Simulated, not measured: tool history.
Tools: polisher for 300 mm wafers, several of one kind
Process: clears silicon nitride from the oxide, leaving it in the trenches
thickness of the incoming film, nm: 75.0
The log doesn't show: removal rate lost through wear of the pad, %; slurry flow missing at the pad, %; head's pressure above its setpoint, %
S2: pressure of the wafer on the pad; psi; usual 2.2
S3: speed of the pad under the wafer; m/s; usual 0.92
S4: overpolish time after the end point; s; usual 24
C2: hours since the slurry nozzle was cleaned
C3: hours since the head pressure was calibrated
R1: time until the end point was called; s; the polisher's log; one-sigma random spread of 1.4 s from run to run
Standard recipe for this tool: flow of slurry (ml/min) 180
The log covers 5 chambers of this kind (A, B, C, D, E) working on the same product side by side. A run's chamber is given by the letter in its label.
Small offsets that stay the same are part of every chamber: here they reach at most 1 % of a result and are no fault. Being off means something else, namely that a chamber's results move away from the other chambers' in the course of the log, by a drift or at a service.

{"run": "1D", "hour": 9.5, "flow of slurry (ml/min)": 180, "S2": 2.2, "S3": 0.92, "S4": 24, "wafers polished on this pad": 1410, "C2": 67.3, "C3": 917.5, "R1": 122.76}
{"hour": 13.6, "done": "chamber B: head pressure recalibrated"}
{"hour": 18.9, "done": "chamber A: slurry nozzle cleaned"}
{"run": "2E", "hour": 19.5, "flow of slurry (ml/min)": 180, "S2": 2.2, "S3": 0.92, "S4": 24, "wafers polished on this pad": 757, "C2": 109.1, "C3": 534.6, "R1": 121.57}
{"run": "3B", "hour": 28.5, "flow of slurry (ml/min)": 180, "S2": 2.2, "S3": 0.92, "S4": 24, "wafers polished on this pad": 133, "C2": 290.7, "C3": 15.0, "R1": 122.89}
{"run": "4A", "hour": 36.0, "flow of slurry (ml/min)": 180, "S2": 2.2, "S3": 0.92, "S4": 24, "wafers polished on this pad": 1132, "C2": 17.1, "C3": 262.2, "R1": 122.93}
{"run": "5C", "hour": 43.5, "flow of slurry (ml/min)": 180, "S2": 2.2, "S3": 0.92, "S4": 24, "wafers polished on this pad": 733, "C2": 287.2, "C3": 94.1, "R1": 121.37}
{"run": "6D", "hour": 55.0, "flow of slurry (ml/min)": 180, "S2": 2.2, "S3": 0.92, "S4": 13, "wafers polished on this pad": 1621, "C2": 112.8, "C3": 963.0, "R1": 122.57}
{"hour": 61.8, "done": "chamber D: worn pad replaced by a new one"}
{"run": "7C", "hour": 65.1, "flow of slurry (ml/min)": 180, "S2": 2.2, "S3": 0.92, "S4": 13, "wafers polished on this pad": 833, "C2": 308.8, "C3": 115.7, "R1": 120.15}
{"hour": 70.5, "done": "chamber E: worn pad replaced by a new one"}
{"run": "8E", "hour": 76.8, "flow of slurry (ml/min)": 180, "S2": 2.2, "S3": 0.92, "S4": 13, "wafers polished on this pad": 29, "C2": 166.4, "C3": 591.9, "R1": 120.72}
{"hour": 78.1, "done": "chamber A: worn pad replaced by a new one"}
{"hour": 83.5, "done": "chamber C: slurry nozzle cleaned"}
{"run": "9A", "hour": 84.1, "flow of slurry (ml/min)": 180, "S2": 2.2, "S3": 0.92, "S4": 13, "wafers polished on this pad": 28, "C2": 65.2, "C3": 310.3, "R1": 123.64}
{"run": "10B", "hour": 96.5, "flow of slurry (ml/min)": 180, "S2": 2.2, "S3": 0.92, "S4": 13, "wafers polished on this pad": 449, "C2": 358.7, "C3": 83.0, "R1": 122.19}
{"run": "11C", "hour": 107.1, "flow of slurry (ml/min)": 180, "S2": 2.2, "S3": 0.92, "S4": 24, "wafers polished on this pad": 1028, "C2": 23.6, "C3": 157.7, "R1": 122.81}
{"run": "12D", "hour": 118.5, "flow of slurry (ml/min)": 180, "S2": 2.2, "S3": 0.92, "S4": 24, "wafers polished on this pad": 263, "C2": 176.3, "C3": 1026.5, "R1": 122.77}
{"run": "13E", "hour": 131.1, "flow of slurry (ml/min)": 180, "S2": 2.2, "S3": 0.92, "S4": 24, "wafers polished on this pad": 281, "C2": 220.7, "C3": 646.2, "R1": 121.59}
{"run": "14B", "hour": 140.5, "flow of slurry (ml/min)": 180, "S2": 2.2, "S3": 0.92, "S4": 24, "wafers polished on this pad": 653, "C2": 402.7, "C3": 127.0, "R1": 122.72}
{"run": "15A", "hour": 150.1, "flow of slurry (ml/min)": 180, "S2": 2.2, "S3": 0.92, "S4": 24, "wafers polished on this pad": 334, "C2": 131.2, "C3": 376.3, "R1": 118.97}
{"run": "16A", "hour": 157.0, "flow of slurry (ml/min)": 180, "S2": 2.2, "S3": 0.92, "S4": 24, "wafers polished on this pad": 366, "C2": 138.1, "C3": 383.2, "R1": 119.94}
{"hour": 160.7, "done": "chamber D: slurry nozzle cleaned"}
{"run": "17D", "hour": 167.6, "flow of slurry (ml/min)": 180, "S2": 2.2, "S3": 0.92, "S4": 24, "wafers polished on this pad": 491, "C2": 6.9, "C3": 1075.6, "R1": 120.17}
{"hour": 176.0, "done": "chamber E: slurry nozzle cleaned"}
{"run": "18C", "hour": 177.3, "flow of slurry (ml/min)": 180, "S2": 2.2, "S3": 0.92, "S4": 24, "wafers polished on this pad": 1354, "C2": 93.8, "C3": 227.9, "R1": 125.16}
{"run": "19E", "hour": 187.4, "flow of slurry (ml/min)": 180, "S2": 2.2, "S3": 0.92, "S4": 24, "wafers polished on this pad": 543, "C2": 11.4, "C3": 702.5, "R1": 120.88}
{"run": "20B", "hour": 197.9, "flow of slurry (ml/min)": 180, "S2": 2.2, "S3": 0.92, "S4": 24, "wafers polished on this pad": 920, "C2": 460.1, "C3": 184.4, "R1": 122.92}
{"run": "21D", "hour": 209.4, "flow of slurry (ml/min)": 180, "S2": 2.2, "S3": 0.92, "S4": 24, "wafers polished on this pad": 685, "C2": 48.7, "C3": 1117.4, "R1": 120.54}
{"run": "22E", "hour": 219.7, "flow of slurry (ml/min)": 180, "S2": 2.2, "S3": 0.92, "S4": 24, "wafers polished on this pad": 693, "C2": 43.7, "C3": 734.8, "R1": 122.47}
{"run": "23B", "hour": 230.5, "flow of slurry (ml/min)": 180, "S2": 2.2, "S3": 0.92, "S4": 24, "wafers polished on this pad": 1071, "C2": 492.7, "C3": 217.0, "R1": 122.58}
{"run": "24A", "hour": 236.3, "flow of slurry (ml/min)": 180, "S2": 2.2, "S3": 0.92, "S4": 24, "wafers polished on this pad": 735, "C2": 217.4, "C3": 462.5, "R1": 120.39}
{"run": "25C", "hour": 243.0, "flow of slurry (ml/min)": 180, "S2": 2.2, "S3": 0.92, "S4": 24, "wafers polished on this pad": 1659, "C2": 159.5, "C3": 293.6, "R1": 129.04}
{"run": "26E", "hour": 248.7, "flow of slurry (ml/min)": 180, "S2": 2.2, "S3": 0.92, "S4": 24, "wafers polished on this pad": 827, "C2": 72.7, "C3": 763.8, "R1": 122.93}
{"run": "27B", "hour": 255.8, "flow of slurry (ml/min)": 180, "S2": 2.2, "S3": 0.92, "S4": 24, "wafers polished on this pad": 1189, "C2": 518.0, "C3": 242.3, "R1": 122.51}
{"run": "28C", "hour": 267.8, "flow of slurry (ml/min)": 180, "S2": 2.2, "S3": 0.92, "S4": 24, "wafers polished on this pad": 1774, "C2": 184.3, "C3": 318.4, "R1": 127.27}
{"hour": 275.1, "done": "chamber D: head pressure recalibrated"}
{"run": "29A", "hour": 276.7, "flow of slurry (ml/min)": 120, "S2": 2.2, "S3": 0.92, "S4": 24, "wafers polished on this pad": 922, "C2": 257.8, "C3": 502.9, "R1": 132.36}
{"run": "30D", "hour": 283.4, "flow of slurry (ml/min)": 120, "S2": 2.2, "S3": 0.92, "S4": 24, "wafers polished on this pad": 1029, "C2": 122.7, "C3": 8.4, "R1": 133.22}

Is one chamber off against the others, does the gauge drift, or is nothing wrong? If a chamber is off, say which, and what the likeliest cause is.

One chamber, C, drifts off from the rest bit by bit.
Most likely cause: removal rate lost through wear of the pad, % = 6.44.
Not necessarily distinguishable in this log from: head's pressure below its setpoint, %.

Chamber C could run next with any of the 4 candidate recipes listed below; each alters the usual settings, and their results appear as question marks. Which one brings its results back in line with what the other chambers deliver on the usual settings?
In-line tolerance around the mean of the other chambers on the usual settings: R1 4.80 s
{"run": "31C-1", "hour": 292.5, "flow of slurry (ml/min)": 180, "S2": 2.2, "S3": 0.86, "S4": 24, "R1": "?"}
{"run": "31C-2", "hour": 292.5, "flow of slurry (ml/min)": 180, "S2": 2.3, "S3": 0.94, "S4": 24, "R1": "?"}
{"run": "31C-3", "hour": 292.5, "flow of slurry (ml/min)": 175, "S2": 1.9, "S3": 0.92, "S4": 24, "R1": "?"}
{"run": "31C-4", "hour": 292.5, "flow of slurry (ml/min)": 185, "S2": 2.2, "S3": 1.04, "S4": 24, "R1": "?"}

On the usual settings, the other chambers give on average: R1 122.08 s
run=31C-1 R1=139.28
run=31C-2 R1=121.79
run=31C-3 R1=150.94
run=31C-4 R1=114.39
It is 31C-2 that realigns the chamber with its peers.
